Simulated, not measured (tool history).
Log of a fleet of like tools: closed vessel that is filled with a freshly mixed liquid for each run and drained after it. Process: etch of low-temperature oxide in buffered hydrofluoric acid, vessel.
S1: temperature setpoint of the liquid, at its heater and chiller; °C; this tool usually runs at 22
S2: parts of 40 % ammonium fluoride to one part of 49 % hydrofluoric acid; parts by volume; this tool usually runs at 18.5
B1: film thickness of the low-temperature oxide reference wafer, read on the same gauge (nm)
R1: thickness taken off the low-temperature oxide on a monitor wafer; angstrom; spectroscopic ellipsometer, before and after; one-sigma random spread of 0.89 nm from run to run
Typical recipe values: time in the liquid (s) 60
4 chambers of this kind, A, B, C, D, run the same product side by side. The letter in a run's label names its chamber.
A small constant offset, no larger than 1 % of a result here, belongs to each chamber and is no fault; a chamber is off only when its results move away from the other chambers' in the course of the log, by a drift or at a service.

run 1A hour=14.5 | S1=22 S2=18.5 time_in_the_liquid_(s)=60 | B1=30 | R1=1351
run 2C hour=22 | S1=22 S2=18.5 time_in_the_liquid_(s)=60 | B1=30.008 | R1=1370.5
run 3D hour=32.7 | S1=22 S2=18.5 time_in_the_liquid_(s)=60 | B1=30.01 | R1=1360.8
-- hour=42.7 chamber C: thermometer replaced
run 4B hour=46.2 | S1=22 S2=18.5 time_in_the_liquid_(s)=60 | B1=30.006 | R1=1358.9
run 5D hour=53.5 | S1=22 S2=18.5 time_in_the_liquid_(s)=60 | B1=30.012 | R1=1362.9
run 6B hour=67.9 | S1=22 S2=18.5 time_in_the_liquid_(s)=60 | B1=29.998 | R1=1346.9
-- hour=72.6 chamber D: hydrofluoric acid flow meter replaced
run 7A hour=81.3 | S1=22 S2=18.5 time_in_the_liquid_(s)=60 | B1=29.997 | R1=1345.9
run 8C hour=92.4 | S1=22 S2=18.5 time_in_the_liquid_(s)=60 | B1=29.992 | R1=1358
run 9A hour=103.2 | S1=22 S2=18.5 time_in_the_liquid_(s)=60 | B1=30.009 | R1=1366
run 10B hour=113.8 | S1=22 S2=18.5 time_in_the_liquid_(s)=60 | B1=29.99 | R1=1346.4
run 11C hour=123.5 | S1=22 S2=18.5 time_in_the_liquid_(s)=60 | B1=29.989 | R1=1357.7
run 12D hour=131.5 | S1=22 S2=13.5 time_in_the_liquid_(s)=60 | B1=30.01 | R1=1867.8
run 13D hour=144.3 | S1=22 S2=13.5 time_in_the_liquid_(s)=60 | B1=29.991 | R1=1857.7
run 14C hour=156.8 | S1=22 S2=13.5 time_in_the_liquid_(s)=60 | B1=29.982 | R1=1837.2
run 15A hour=167.3 | S1=22 S2=13.5 time_in_the_liquid_(s)=60 | B1=29.968 | R1=1853.6
run 16B hour=178.9 | S1=22 S2=18.5 time_in_the_liquid_(s)=40 | B1=30.001 | R1=900.6
run 17A hour=193.9 | S1=22 S2=18.5 time_in_the_liquid_(s)=40 | B1=30.006 | R1=901.8
run 18B hour=202.9 | S1=22 S2=18.5 time_in_the_liquid_(s)=40 | B1=29.993 | R1=901.11
run 19C hour=216.8 | S1=22 S2=18.5 time_in_the_liquid_(s)=40 | B1=30.035 | R1=902.84
run 20D hour=224.8 | S1=22 S2=18.5 time_in_the_liquid_(s)=60 | B1=30.005 | R1=1355.2
run 21A hour=233.3 | S1=22 S2=18.5 time_in_the_liquid_(s)=60 | B1=30.018 | R1=1357.9
-- hour=242.2 chamber C: hydrofluoric acid flow meter replaced
run 22B hour=245.1 | S1=22 S2=18.5 time_in_the_liquid_(s)=60 | B1=29.989 | R1=1361.7
run 23C hour=253.4 | S1=24.5 S2=11.5 time_in_the_liquid_(s)=60 | B1=29.979 | R1=2456.4
run 24D hour=264.7 | S1=24.5 S2=11.5 time_in_the_liquid_(s)=60 | B1=30.039 | R1=2451.1
run 25D hour=280.3 | S1=24.5 S2=11.5 time_in_the_liquid_(s)=60 | B1=29.981 | R1=2478.2
run 26B hour=291.3 | S1=24.5 S2=11.5 time_in_the_liquid_(s)=60 | B1=29.978 | R1=2428.8
run 27A hour=306.1 | S1=22 S2=18.5 time_in_the_liquid_(s)=60 | B1=29.966 | R1=1360.7
run 28C hour=317 | S1=22 S2=18.5 time_in_the_liquid_(s)=60 | B1=30.009 | R1=1350.5
run 29A hour=326.7 | S1=22 S2=18.5 time_in_the_liquid_(s)=60 | B1=30.01 | R1=1357.8

Has any chamber moved away from the others, gradually or after a service, or does the common gauge drift, or do the chambers differ only by their own small steady offsets? State the chamber and the most likely cause if one applies.

No chamber is off and the gauge is stable; the differences are just each chamber's small, constant offset.
